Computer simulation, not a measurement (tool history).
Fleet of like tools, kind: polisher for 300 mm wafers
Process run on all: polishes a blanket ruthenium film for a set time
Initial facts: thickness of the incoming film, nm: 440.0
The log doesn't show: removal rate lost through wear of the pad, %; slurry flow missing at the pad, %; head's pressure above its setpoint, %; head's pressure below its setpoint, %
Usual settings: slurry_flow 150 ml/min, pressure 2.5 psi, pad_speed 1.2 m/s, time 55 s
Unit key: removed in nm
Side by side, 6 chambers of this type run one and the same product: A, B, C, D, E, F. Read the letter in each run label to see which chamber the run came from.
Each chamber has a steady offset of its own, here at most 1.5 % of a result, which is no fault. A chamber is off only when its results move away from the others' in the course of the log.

run   hour  slurry_flow  pressure  pad_speed  time  wafers polished on this pad  hours since the slurry nozzle was cleaned  hours since the head pressure was calibrated  removed
       0.4  -- chamber B: worn pad replaced by a new one
       5.3  -- chamber D: worn pad replaced by a new one
 1B   10.8          150       2.5        1.2    55                           67                                      551.7                                         123.7   82.307
 2F     19          150       2.5        1.2    55                         1442                                        764                                          1123   80.373
      22.7  -- chamber F: worn pad replaced by a new one
 3D   30.7          150       2.5        1.2    55                          165                                      513.6                                         262.1   79.898
 4C   42.9          150       2.5        1.2    55                          888                                      259.6                                         421.4   81.981
      45.8  -- chamber C: worn pad replaced by a new one
 5A   53.4          150       2.5        1.2    55                          663                                      270.2                                         165.4   81.726
 6E   63.8          150       2.5        1.2    55                          696                                      403.3                                           296   80.619
      65.3  -- chamber D: slurry nozzle cleaned
      73.1  -- chamber F: slurry nozzle cleaned
 7C   73.8          150       2.5        1.2    55                          181                                      290.5                                         452.3   83.335
 8D   80.4          150       2.5        1.2    55                          488                                       15.2                                         311.8    80.09
 9B   86.6          150       2.5        1.2    55                          559                                      627.5                                         199.5   82.194
      87.3  -- chamber B: worn pad replaced by a new one
10F   95.1          150       2.5        1.2    55                          470                                       22.1                                        1199.1   81.526
11A  107.7          150       2.5        1.2    55                         1015                                      324.5                                         219.7   81.755
12E  114.2          150       2.5        1.2    55                         1023                                      453.7                                         346.4   81.174
     122.9  -- chamber E: worn pad replaced by a new one
     124.5  -- chamber B: slurry nozzle cleaned
13D  124.6          150       2.5        1.2    55                          774                                       59.4                                           356   80.461
14A  135.5          150       2.5        1.2    55                         1196                                      352.3                                         247.5   81.868
15B  145.7          150       2.5        1.2    55                          379                                       21.2                                         258.6    80.37
     148.7  -- chamber A: worn pad replaced by a new one
16F  152.9          150       2.5        1.2    55                          845                                       79.9                                        1256.9   81.392
     155.1  -- chamber C: worn pad replaced by a new one
     157.6  -- chamber D: worn pad replaced by a new one
17E  159.6          150       2.5        1.2    55                          238                                      499.1                                         391.8   81.173
     164.9  -- chamber E: head pressure recalibrated
18C  168.9          150       2.5        1.2    55                           89                                      385.6                                         547.4   81.016
     172.8  -- chamber B: worn pad replaced by a new one
19E  180.7          150       2.5        1.2    55                          375                                      520.2                                          15.8    82.58
20B  189.6          150       2.5        1.2    55                          109                                       65.1                                         302.5   81.037
21D  195.3          150       2.5        1.2    55                          245                                      130.1                                         426.7   79.704
     200.9  -- chamber F: head pressure recalibrated
22C  204.2          150       2.5       0.84    55                          318                                      420.9                                         582.7   58.841
23A  213.4          150       2.5       0.84    55                          420                                      430.2                                         325.4   57.646
24F  220.6          150       2.5       0.84    55                         1284                                      147.6                                          19.8   57.943
25E  229.7          150       2.5       0.84    55                          693                                      569.2                                          64.8   58.033
26A  237.2          150       2.5       0.84    55                          575                                        454                                         349.2   56.409
27C  246.1          150       2.5       0.84    55                          590                                      462.8                                         624.6   57.315
     250.9  -- chamber F: worn pad replaced by a new one
28B  259.2          150       2.5        1.2    55                          561                                      134.7                                         372.1   79.098
     260.4  -- chamber B: worn pad replaced by a new one
     261.9  -- chamber C: worn pad replaced by a new one
29D  266.1          150       2.5        1.2    55                          704                                      200.9                                         497.5   81.831
30F  273.4          150       2.5        1.2    55                          146                                      200.4                                          72.6   80.379
31B  279.3          150       2.8        1.2    43                          122                                      154.8                                         392.2   71.602
32C  290.6          150       2.8        1.2    43                          186                                      507.3                                         669.1   73.201
33A  297.1          150       2.8        1.2    43                          963                                      513.9                                         409.1   72.539
     300.7  -- chamber E: worn pad replaced by a new one
     303.4  -- chamber D: worn pad replaced by a new one
34F  306.4          150       2.8        1.2    43                          360                                      233.4                                         105.6    70.35
35E  316.3          150       2.8        1.2    43                          101                                      655.8                                         151.4   70.853
36D  324.8          150       2.8        1.2    43                          139                                      259.6                                         556.2   71.618
37D    334          150       2.5        1.2    55                          199                                      268.8                                         565.4   81.229
38F  342.6          170       2.5        1.2    55                          595                                      269.6                                         141.8   83.217
39B  350.7          170       2.5        1.2    55                          586                                      226.2                                         463.6   83.054
40C  357.5          170       2.5        1.2    55                          620                                      574.2                                           736   84.233

The same settings go to every chamber for the next run, one line per chamber below. Forecast the results for each:
41A   367          150       2.5       0.84    55                                                                                                                              ?
41B   367          150       2.5       0.84    55                                                                                                                              ?
41C   367          150       2.5       0.84    55                                                                                                                              ?
41D   367          150       2.5       0.84    55                                                                                                                              ?
41E   367          150       2.5       0.84    55                                                                                                                              ?
41F   367          150       2.5       0.84    55                                                                                                                              ?

run  removed
41A   56.718
41B   58.097
41C   56.928
41D   55.871
41E   57.193
41F    57.55
